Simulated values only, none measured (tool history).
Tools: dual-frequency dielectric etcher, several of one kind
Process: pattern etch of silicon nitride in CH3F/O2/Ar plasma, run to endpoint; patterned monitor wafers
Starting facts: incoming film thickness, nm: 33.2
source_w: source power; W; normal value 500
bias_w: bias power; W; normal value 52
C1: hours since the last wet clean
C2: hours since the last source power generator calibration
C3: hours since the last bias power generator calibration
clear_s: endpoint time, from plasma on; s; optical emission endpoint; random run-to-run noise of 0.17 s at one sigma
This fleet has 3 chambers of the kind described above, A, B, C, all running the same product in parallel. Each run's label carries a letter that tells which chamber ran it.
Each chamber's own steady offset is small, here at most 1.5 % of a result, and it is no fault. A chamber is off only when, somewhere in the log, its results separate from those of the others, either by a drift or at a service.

{"run": "1B", "day": 0.188, "source_w": 500, "bias_w": 52, "C1": 179.8, "C2": 819.9, "C3": 2969.0, "clear_s": 48.305}
{"run": "2C", "day": 0.325, "source_w": 500, "bias_w": 52, "C1": 409.6, "C2": 3265.7, "C3": 3222.8, "clear_s": 49.794}
{"run": "3A", "day": 0.512, "source_w": 500, "bias_w": 52, "C1": 276.2, "C2": 3921.2, "C3": 618.6, "clear_s": 48.351}
{"run": "4A", "day": 0.608, "source_w": 500, "bias_w": 52, "C1": 278.5, "C2": 3923.5, "C3": 620.9, "clear_s": 48.573}
{"run": "5B", "day": 0.7, "source_w": 460, "bias_w": 57, "C1": 192.1, "C2": 832.2, "C3": 2981.3, "clear_s": 48.812}
{"run": "6C", "day": 0.85, "source_w": 460, "bias_w": 57, "C1": 422.2, "C2": 3278.3, "C3": 3235.4, "clear_s": 50.207}
{"run": "7A", "day": 0.979, "source_w": 460, "bias_w": 57, "C1": 287.4, "C2": 3932.4, "C3": 629.8, "clear_s": 48.738}
{"run": "8C", "day": 1.108, "source_w": 500, "bias_w": 52, "C1": 428.4, "C2": 3284.5, "C3": 3241.6, "clear_s": 49.872}
{"run": "9B", "day": 1.279, "source_w": 500, "bias_w": 52, "C1": 206.0, "C2": 846.1, "C3": 2995.2, "clear_s": 48.718}
{"run": "10B", "day": 1.412, "source_w": 500, "bias_w": 52, "C1": 209.2, "C2": 849.3, "C3": 2998.4, "clear_s": 48.438}
{"run": "11A", "day": 1.562, "source_w": 500, "bias_w": 52, "C1": 301.4, "C2": 3946.4, "C3": 643.8, "clear_s": 48.362}
{"run": "12C", "day": 1.654, "source_w": 500, "bias_w": 52, "C1": 441.5, "C2": 3297.6, "C3": 3254.7, "clear_s": 49.68}
{"run": "13B", "day": 1.792, "source_w": 500, "bias_w": 52, "C1": 218.3, "C2": 858.4, "C3": 3007.5, "clear_s": 48.41}
{"run": "14C", "day": 1.942, "source_w": 500, "bias_w": 52, "C1": 448.4, "C2": 3304.5, "C3": 3261.6, "clear_s": 49.818}
{"run": "15A", "day": 2.054, "source_w": 500, "bias_w": 52, "C1": 313.2, "C2": 3958.2, "C3": 655.6, "clear_s": 49.195}
{"run": "16B", "day": 2.158, "source_w": 500, "bias_w": 43, "C1": 227.1, "C2": 867.2, "C3": 3016.3, "clear_s": 51.345}
{"run": "17C", "day": 2.288, "source_w": 500, "bias_w": 43, "C1": 456.7, "C2": 3312.8, "C3": 3269.9, "clear_s": 52.588}
{"run": "18A", "day": 2.462, "source_w": 500, "bias_w": 43, "C1": 323.0, "C2": 3968.0, "C3": 665.4, "clear_s": 52.368}
{"run": "19A", "day": 2.642, "source_w": 500, "bias_w": 52, "C1": 327.3, "C2": 3972.3, "C3": 669.7, "clear_s": 49.47}
{"run": "20C", "day": 2.812, "source_w": 500, "bias_w": 52, "C1": 469.3, "C2": 3325.4, "C3": 3282.5, "clear_s": 49.934}
{"run": "21B", "day": 2.9, "source_w": 500, "bias_w": 52, "C1": 244.9, "C2": 885.0, "C3": 3034.1, "clear_s": 48.865}
{"run": "22A", "day": 3.058, "source_w": 500, "bias_w": 52, "C1": 337.3, "C2": 3982.3, "C3": 679.7, "clear_s": 50.054}
{"run": "23B", "day": 3.158, "source_w": 500, "bias_w": 42, "C1": 251.1, "C2": 891.2, "C3": 3040.3, "clear_s": 52.122}
{"run": "24C", "day": 3.325, "source_w": 500, "bias_w": 42, "C1": 481.6, "C2": 3337.7, "C3": 3294.8, "clear_s": 52.931}
{"run": "25C", "day": 3.512, "source_w": 500, "bias_w": 42, "C1": 486.1, "C2": 3342.2, "C3": 3299.3, "clear_s": 53.325}
{"day": 3.55, "done": "chamber A: source power generator calibrated"}
{"run": "26A", "day": 3.692, "source_w": 500, "bias_w": 52, "C1": 352.5, "C2": 3.4, "C3": 694.9, "clear_s": 50.927}
{"run": "27B", "day": 3.788, "source_w": 500, "bias_w": 52, "C1": 266.2, "C2": 906.3, "C3": 3055.4, "clear_s": 48.408}

The same settings go to every chamber for the next run, one line per chamber below. Forecast the results for each:
{"run": "28A", "day": 3.925, "source_w": 500, "bias_w": 52, "clear_s": "?"}
{"run": "28B", "day": 3.925, "source_w": 500, "bias_w": 52, "clear_s": "?"}
{"run": "28C", "day": 3.925, "source_w": 500, "bias_w": 52, "clear_s": "?"}

run=28A clear_s=51.174
run=28B clear_s=48.426
run=28C clear_s=49.938

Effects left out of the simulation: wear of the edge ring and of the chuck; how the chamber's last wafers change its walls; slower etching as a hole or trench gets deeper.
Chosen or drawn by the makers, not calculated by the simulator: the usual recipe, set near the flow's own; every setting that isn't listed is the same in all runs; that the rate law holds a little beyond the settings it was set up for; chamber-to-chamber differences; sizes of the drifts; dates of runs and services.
